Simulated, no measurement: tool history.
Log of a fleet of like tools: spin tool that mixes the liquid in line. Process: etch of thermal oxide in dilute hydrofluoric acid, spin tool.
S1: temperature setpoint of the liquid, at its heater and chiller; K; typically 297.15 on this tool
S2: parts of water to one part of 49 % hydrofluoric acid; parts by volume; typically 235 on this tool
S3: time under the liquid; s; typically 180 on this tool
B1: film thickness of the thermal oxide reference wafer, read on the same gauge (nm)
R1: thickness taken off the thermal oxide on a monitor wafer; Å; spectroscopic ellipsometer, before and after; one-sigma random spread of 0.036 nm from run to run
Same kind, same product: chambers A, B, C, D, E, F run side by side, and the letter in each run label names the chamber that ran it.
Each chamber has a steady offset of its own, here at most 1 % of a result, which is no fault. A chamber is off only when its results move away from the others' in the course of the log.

Run 1B, hour 11.2: usual settings; B1 110. Result: R1 30.75 Å.
Run 2F, hour 24: usual settings; B1 109.99. Result: R1 30.803 Å.
Run 3C, hour 37.3: usual settings; B1 110.01. Result: R1 30.694 Å.
Run 4E, hour 46: usual settings; B1 110.01. Result: R1 30.653 Å.
Run 5D, hour 57.5: usual settings; B1 109.95. Result: R1 30.065 Å.
Run 6A, hour 69.4: usual settings but S1 293.65 K, S2 150 parts by volume; B1 109.96. Result: R1 47.523 Å.
At hour 73.9: chamber D: hydrofluoric acid flow meter replaced.
Run 7F, hour 80: usual settings but S1 293.65 K, S2 150 parts by volume; B1 109.99. Result: R1 47.336 Å.
Run 8B, hour 92.8: usual settings but S1 293.65 K, S2 150 parts by volume; B1 109.93. Result: R1 46.613 Å.
Run 9D, hour 100.9: usual settings but S1 293.65 K, S2 150 parts by volume; B1 110. Result: R1 46.615 Å.
Run 10E, hour 110.3: usual settings but S1 293.65 K, S2 150 parts by volume; B1 110.08. Result: R1 45.866 Å.
Run 11C, hour 119.8: usual settings but S1 293.65 K, S2 150 parts by volume; B1 109.93. Result: R1 47.287 Å.
Run 12A, hour 130.5: usual settings; B1 110. Result: R1 31.424 Å.
Run 13D, hour 142.9: usual settings; B1 109.99. Result: R1 30.853 Å.
Run 14A, hour 155.7: usual settings; B1 109.94. Result: R1 31.181 Å.
At hour 157.2: chamber B: hydrofluoric acid flow meter replaced.
Run 15F, hour 167: usual settings; B1 109.98. Result: R1 31.983 Å.
Run 16C, hour 177.8: usual settings; B1 109.97. Result: R1 31.073 Å.
Run 17E, hour 188.8: usual settings; B1 109.99. Result: R1 30.947 Å.
Run 18B, hour 195.7: usual settings; B1 110.04. Result: R1 30.709 Å.
Run 19B, hour 201.8: usual settings but S1 301.65 K; B1 109.97. Result: R1 36.666 Å.
Run 20E, hour 209.6: usual settings but S1 301.65 K; B1 110.01. Result: R1 36.196 Å.
Run 21D, hour 216.1: usual settings but S1 301.65 K; B1 109.96. Result: R1 36.779 Å.
Run 22F, hour 222.4: usual settings but S1 301.65 K; B1 109.99. Result: R1 38.707 Å.
Run 23A, hour 233.8: usual settings but S1 301.65 K; B1 109.97. Result: R1 36.556 Å.
Run 24C, hour 246.6: usual settings but S1 301.65 K; B1 109.98. Result: R1 37.286 Å.
Run 25F, hour 252.6: usual settings; B1 110.04. Result: R1 32.571 Å.
Run 26A, hour 262.5: usual settings; B1 109.99. Result: R1 30.825 Å.
Run 27B, hour 274.4: usual settings; B1 110.05. Result: R1 31.282 Å.
Run 28D, hour 285.2: usual settings; B1 110.03. Result: R1 31.454 Å.
Run 29C, hour 294.5: usual settings; B1 109.99. Result: R1 31.042 Å.
Run 30E, hour 300.8: usual settings; B1 109.96. Result: R1 31.022 Å.
At hour 303.4: chamber A: thermometer replaced.
Run 31F, hour 309.7: usual settings; B1 110.03. Result: R1 33.881 Å.
At hour 312.7: chamber D: thermometer replaced.
Run 32E, hour 318.9: usual settings; B1 110.06. Result: R1 31.175 Å.
Run 33A, hour 329.5: usual settings but S1 292.65 K; B1 109.99. Result: R1 26.416 Å.
Run 34D, hour 337.1: usual settings but S1 292.65 K; B1 110.04. Result: R1 26.385 Å.
Run 35C, hour 344.5: usual settings but S1 292.65 K; B1 110.02. Result: R1 26.617 Å.
Run 36B, hour 351: usual settings but S1 292.65 K; B1 110.04. Result: R1 26.431 Å.
Run 37E, hour 361.5: usual settings but S1 292.65 K; B1 109.95. Result: R1 26.567 Å.
Run 38D, hour 367.8: usual settings but S1 292.65 K; B1 109.98. Result: R1 26.179 Å.
Run 39A, hour 379.1: usual settings; B1 109.98. Result: R1 31.31 Å.
Run 40F, hour 388.4: usual settings; B1 109.95. Result: R1 33.523 Å.
Run 41B, hour 396.8: usual settings; B1 109.97. Result: R1 30.967 Å.

The same settings go to every chamber for the next run, one line per chamber below. Forecast the results for each:
Run 42A, hour 406.3: usual settings. Result: R1 ?.
Run 42B, hour 406.3: usual settings. Result: R1 ?.
Run 42C, hour 406.3: usual settings. Result: R1 ?.
Run 42D, hour 406.3: usual settings. Result: R1 ?.
Run 42E, hour 406.3: usual settings. Result: R1 ?.
Run 42F, hour 406.3: usual settings. Result: R1 ?.

run      R1
42A  31.289
42B  30.722
42C  31.541
42D  30.977
42E  31.243
42F  35.096
